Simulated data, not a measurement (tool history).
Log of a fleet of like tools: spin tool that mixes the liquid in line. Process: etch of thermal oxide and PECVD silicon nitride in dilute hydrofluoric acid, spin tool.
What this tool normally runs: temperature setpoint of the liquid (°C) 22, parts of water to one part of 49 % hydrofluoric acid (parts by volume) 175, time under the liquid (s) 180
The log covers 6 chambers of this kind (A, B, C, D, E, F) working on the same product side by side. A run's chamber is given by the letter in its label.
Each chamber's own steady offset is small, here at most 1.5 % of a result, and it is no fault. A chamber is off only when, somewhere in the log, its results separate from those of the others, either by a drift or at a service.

run,hour,temperature setpoint of the liquid (°C),parts of water to one part of 49 % hydrofluoric acid (parts by volume),time under the liquid (s),"read-back film thickness of the thermal oxide reference wafer, read on the same gauge (nm)","read-back film thickness of the PECVD silicon nitride reference wafer, read on the same gauge (nm)",thickness taken off the thermal oxide on a monitor wafer (Å),thickness taken off the PECVD silicon nitride on a monitor wafer (Å)
1B,10.4,22,175,180,60.018,30.019,40.826,16.021
2E,20.7,22,175,180,60.011,29.994,41.172,15.81
3A,28.6,22,175,180,59.997,30.029,40.974,15.312
4C,34.8,22,175,180,59.998,29.979,39.832,15.532
5D,46.7,22,175,180,59.982,29.974,40.911,15.765
6F,54.4,22,175,180,60.001,29.994,40.897,15.443
7D,66.7,22,175,180,60.012,30.021,41.252,15.38
8B,79.3,22,175,180,59.985,30.009,41.436,15.767
9F,89.7,22,175,180,59.983,29.99,40.831,16.047
10A,95.8,22,175,180,60.011,29.963,40.161,15.377
11C,103.9,22,175,180,59.994,30.02,40.824,15.746
# hour 113.3: chamber B: thermometer replaced
12E,113.6,22,175,180,60.005,30.015,40.73,15.266
13C,124.3,22,175,180,60.017,29.991,40.753,15.408
14F,134.6,22,175,180,60.009,29.978,40.733,15.823
15A,143,22,175,180,59.982,29.971,41.047,15.004
16B,150.3,22,175,180,60.006,29.979,40.591,15.694
# hour 159.5: chamber E: thermometer replaced
17E,162.8,22,175,180,59.979,29.969,40.333,15.051
18D,169.1,22,175,180,59.979,30.014,41.012,15.429
# hour 174.7: chamber A: thermometer replaced
# hour 176: chamber A: hydrofluoric acid flow meter replaced
19A,180.5,22,175,180,60.011,29.995,40.979,15.085
20F,192,22,175,180,59.992,29.975,40.771,16.334
21C,198.6,22,175,180,59.976,29.992,41.116,15.774
22B,212.3,22,175,180,59.998,29.991,41.342,15.018
23D,222.1,22,175,180,60.013,29.996,41.491,15.617
24E,230.6,22,175,180,60.009,29.966,41.138,15.352
25A,238.3,22,175,180,60.024,30.03,40.803,15.235
26F,249.8,22,175,180,60.007,29.997,41.401,15.398
27D,257.7,22,175,180,59.994,29.985,41.274,16.056
28B,266.5,22,175,180,60.006,29.993,40.861,15.372
29E,278.6,22,175,180,60,29.987,41.244,15.906
30C,285.8,22,175,180,59.997,30.071,42.337,16.841
31D,295.3,22,175,180,60.002,29.998,41.763,15.12
32F,301.8,22,175,180,59.983,29.972,41.075,15.533
33C,310,22,175,180,59.995,30.044,42.73,16.792
34A,321.3,22,175,180,60.002,30.003,40.829,15.483
35B,330.8,22,175,180,60.007,30.08,40.804,15.457
36E,337.6,22,175,180,59.996,30.056,40.695,15.022
37D,350.4,24.5,175,280,60.017,29.959,70.508,28.121
38C,360.8,24.5,175,280,60.003,29.984,74.639,30.798
# hour 365.5: chamber F: hydrofluoric acid flow meter replaced
39F,369.4,24.5,175,280,59.986,29.975,69.706,27.531
40B,382.8,24.5,175,280,60.004,29.973,68.624,28.125

What goes on in this fleet: one chamber off, a drifting gauge, or nothing beyond the chambers' own small offsets? Name the chamber and the cause, if any.

One chamber, C, drifts off from the rest bit by bit.
Likeliest cause: liquid hotter than its thermometer reads (K) = 1.86.

Below are 4 candidate recipes for chamber C's next run, each the usual settings with a change, their results shown as question marks. Which of them brings C's results back in line with what the other chambers give on the usual settings?
In line means no further than this from the other chambers' mean on the usual settings: thickness taken off the thermal oxide on a monitor wafer (Å) 1.2; thickness taken off the PECVD silicon nitride on a monitor wafer (Å) 1.2
41C-1,392.7,24,190,195,,,?,?
41C-2,392.7,18,150,155,,,?,?
41C-3,392.7,26,200,205,,,?,?
41C-4,392.7,20,160,165,,,?,?

The other chambers' mean on the usual settings: thickness taken off the thermal oxide on a monitor wafer (Å) 40.98; thickness taken off the PECVD silicon nitride on a monitor wafer (Å) 15.511
run,thickness taken off the thermal oxide on a monitor wafer (Å),thickness taken off the PECVD silicon nitride on a monitor wafer (Å)
41C-1,45.911,19.962
41C-2,38.255,13.505
41C-3,48.756,22.592
41C-4,40.922,15.441
41C-4 brings the chamber back in line.

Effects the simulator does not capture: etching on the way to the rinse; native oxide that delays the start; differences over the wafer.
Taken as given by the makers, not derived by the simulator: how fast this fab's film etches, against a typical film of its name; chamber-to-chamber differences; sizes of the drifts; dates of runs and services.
